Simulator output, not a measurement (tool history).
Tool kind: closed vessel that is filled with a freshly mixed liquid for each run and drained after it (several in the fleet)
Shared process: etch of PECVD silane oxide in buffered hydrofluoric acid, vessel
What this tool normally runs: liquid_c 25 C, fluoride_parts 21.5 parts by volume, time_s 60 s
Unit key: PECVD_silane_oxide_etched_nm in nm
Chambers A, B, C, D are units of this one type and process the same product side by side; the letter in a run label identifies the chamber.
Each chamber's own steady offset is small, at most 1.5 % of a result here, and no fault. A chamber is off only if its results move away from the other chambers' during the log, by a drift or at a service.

| run | hour | liquid_c | fluoride_parts | time_s | hours since the thermometer was replaced | hours since the hydrofluoric acid flow meter was replaced | read-back film thickness of the PECVD silane oxide reference wafer, read on the same gauge (nm) | PECVD_silane_oxide_etched_nm |
|---|---|---|---|---|---|---|---|---|
| 1A | 6.9 | 25 | 21.5 | 60 | 170.1 | 802.4 | 40.033 | 68.045 |
| 2B | 13.0 | 25 | 21.5 | 60 | 209.2 | 272.7 | 39.984 | 67.107 |
| 3C | 25.2 | 25 | 21.5 | 60 | 1610.9 | 839.1 | 40.018 | 67.387 |
| 4D | 37.5 | 25 | 21.5 | 60 | 1264.0 | 258.2 | 39.994 | 68.325 |
| 5A | 44.4 | 25 | 21.5 | 60 | 207.6 | 839.9 | 39.995 | 68.216 |
| 6C | 56.8 | 25 | 21.5 | 60 | 1642.5 | 870.7 | 39.985 | 68.319 |
| 7B | 67.9 | 25 | 21.5 | 60 | 264.1 | 327.6 | 40.012 | 67.575 |
| 8D | 74.6 | 25 | 21.5 | 60 | 1301.1 | 295.3 | 39.970 | 67.370 |
| 9B | 83.9 | 25 | 21.5 | 60 | 280.1 | 343.6 | 40.016 | 68.637 |
| 10A | 91.2 | 25 | 28.5 | 60 | 254.4 | 886.7 | 40.028 | 56.439 |
| 11C | 104.7 | 25 | 28.5 | 60 | 1690.4 | 918.6 | 40.018 | 55.750 |
| 12D | 114.9 | 25 | 28.5 | 60 | 1341.4 | 335.6 | 40.008 | 55.696 |
| 13B | 124.7 | 25 | 28.5 | 60 | 320.9 | 384.4 | 39.986 | 56.609 |
| 14C | 134.1 | 25 | 21.5 | 60 | 1719.8 | 948.0 | 40.014 | 68.174 |
| 15D | 142.6 | 25 | 21.5 | 60 | 1369.1 | 363.3 | 40.035 | 68.075 |
| 16A | 149.1 | 25 | 21.5 | 60 | 312.3 | 944.6 | 40.002 | 71.658 |
| 17D | 162.1 | 25 | 21.5 | 60 | 1388.6 | 382.8 | 40.000 | 68.051 |
| 18C | 174.9 | 25 | 21.5 | 60 | 1760.6 | 988.8 | 40.005 | 67.897 |
| 19A | 183.3 | 25 | 21.5 | 60 | 346.5 | 978.8 | 40.012 | 72.503 |
| 20B | 191.7 | 25 | 21.5 | 60 | 387.9 | 451.4 | 40.013 | 68.770 |
| 21C | 203.4 | 25 | 21.5 | 60 | 1789.1 | 1017.3 | 40.010 | 67.870 |
| 22D | 209.7 | 25 | 21.5 | 60 | 1436.2 | 430.4 | 39.962 | 68.300 |
| 23A | 221.1 | 25 | 21.5 | 60 | 384.3 | 1016.6 | 40.012 | 73.764 |
|  | 225.0 | chamber C: thermometer replaced |
| 24B | 231.1 | 27 | 21.5 | 80 | 427.3 | 490.8 | 40.001 | 101.650 |
| 25C | 239.5 | 27 | 21.5 | 80 | 14.6 | 1053.4 | 39.984 | 100.350 |
| 26B | 250.1 | 27 | 21.5 | 80 | 446.3 | 509.8 | 39.990 | 100.580 |
| 27D | 259.6 | 27 | 21.5 | 80 | 1486.1 | 480.3 | 40.016 | 99.980 |
| 28A | 271.5 | 25 | 21.5 | 60 | 434.7 | 1067.0 | 40.002 | 74.900 |
| 29C | 278.5 | 25 | 21.5 | 60 | 53.6 | 1092.4 | 39.981 | 67.602 |
| 30B | 286.4 | 25 | 21.5 | 60 | 482.6 | 546.1 | 39.979 | 68.421 |

Is one chamber out of step, is the gauge drifting, or do the chambers differ by no more than their own small offsets? For an off chamber, give its letter and the likeliest cause.

One chamber, A, drifts off from the rest bit by bit.
Likeliest cause: liquid hotter than its thermometer reads (K) = 2.04.
From this log alone, it may not be told apart from: hydrofluoric acid flow above the setpoint (%).

Below are 4 candidate recipes for chamber A's next run, each the usual settings with a change, their results shown as question marks. Which of them brings A's results back in line with what the other chambers give on the usual settings?
Allowed miss from the other chambers' usual-settings mean, per result, to count as in line: PECVD_silane_oxide_etched_nm 1.800 nm
| 31A-1 | 296.2 | 25 | 25.5 | 60 |  |  |  | ? |
| 31A-2 | 296.2 | 26 | 21.5 | 60 |  |  |  | ? |
| 31A-3 | 296.2 | 24 | 21.5 | 60 |  |  |  | ? |
| 31A-4 | 296.2 | 26 | 19.5 | 60 |  |  |  | ? |

The mean the other chambers reach with the usual settings: PECVD_silane_oxide_etched_nm 67.663 nm
| run | PECVD_silane_oxide_etched_nm |
|---|---|
| 31A-1 | 67.357 |
| 31A-2 | 79.909 |
| 31A-3 | 71.799 |
| 31A-4 | 85.877 |
With 31A-1, the chamber falls back in line with the rest.

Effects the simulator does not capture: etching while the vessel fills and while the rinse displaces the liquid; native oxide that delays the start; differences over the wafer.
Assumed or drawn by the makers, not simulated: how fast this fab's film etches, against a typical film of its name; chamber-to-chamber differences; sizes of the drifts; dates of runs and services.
